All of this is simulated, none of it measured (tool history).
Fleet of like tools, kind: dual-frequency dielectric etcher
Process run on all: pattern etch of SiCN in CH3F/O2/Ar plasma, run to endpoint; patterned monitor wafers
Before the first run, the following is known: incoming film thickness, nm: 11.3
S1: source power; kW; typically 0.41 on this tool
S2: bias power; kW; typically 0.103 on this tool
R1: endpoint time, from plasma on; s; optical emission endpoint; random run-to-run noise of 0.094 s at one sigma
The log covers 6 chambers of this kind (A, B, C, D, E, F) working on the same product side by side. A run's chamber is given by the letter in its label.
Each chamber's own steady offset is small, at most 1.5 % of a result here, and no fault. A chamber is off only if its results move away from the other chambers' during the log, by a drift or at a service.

run,day,S1,S2,R1
1F,0.233,0.41,0.103,26.164
2C,0.488,0.41,0.103,26.21
3B,0.658,0.41,0.103,26.237
4D,0.917,0.41,0.103,26.407
# day 1.012: chamber D: source power generator calibrated
5E,1.083,0.41,0.103,25.825
6A,1.333,0.41,0.103,26.564
# day 1.354: chamber C: wet clean of the chamber
7E,1.496,0.41,0.103,26.05
8F,1.642,0.41,0.103,26.255
9D,1.779,0.41,0.103,26.079
10A,2.058,0.41,0.103,26.278
11C,2.246,0.41,0.103,26.147
# day 2.346: chamber A: wet clean of the chamber
12B,2.379,0.41,0.103,26.241
13C,2.621,0.41,0.103,26.19
14F,2.854,0.41,0.103,26.11
15D,3.079,0.41,0.103,26.252
16E,3.258,0.41,0.103,26.031
17A,3.475,0.41,0.103,26.477
18B,3.638,0.41,0.103,26.344
19D,3.829,0.41,0.103,26.318
20F,4.046,0.41,0.103,26.322
21C,4.192,0.41,0.103,26.165
22E,4.475,0.41,0.103,26.006
23A,4.608,0.41,0.103,26.4
24B,4.896,0.41,0.103,26.3
25E,5.154,0.41,0.103,26.002
26C,5.308,0.41,0.103,26.177
27D,5.504,0.41,0.103,26.202
28F,5.692,0.41,0.103,26.144
29B,5.829,0.41,0.103,26.349
30A,6.075,0.41,0.103,26.422
31A,6.325,0.41,0.103,26.325
32F,6.554,0.41,0.103,26.208
33E,6.733,0.31,0.114,27.749
# day 6.858: chamber B: wet clean of the chamber
34B,6.888,0.31,0.114,28.003
35D,7.079,0.31,0.114,27.983
36C,7.225,0.31,0.114,27.769
# day 7.229: chamber B: bias power generator calibrated
37F,7.375,0.31,0.114,28.006
38D,7.521,0.31,0.114,27.841
39B,7.758,0.41,0.103,26.237

Decide between three cases: one chamber stands off from its peers, the gauge reading all wafers drifts, or nothing is wrong past each chamber's small offset. Where a chamber is off, say which and what most likely put it there.

The fleet is healthy, with each chamber sitting at its usual small offset and no drift in the gauge.
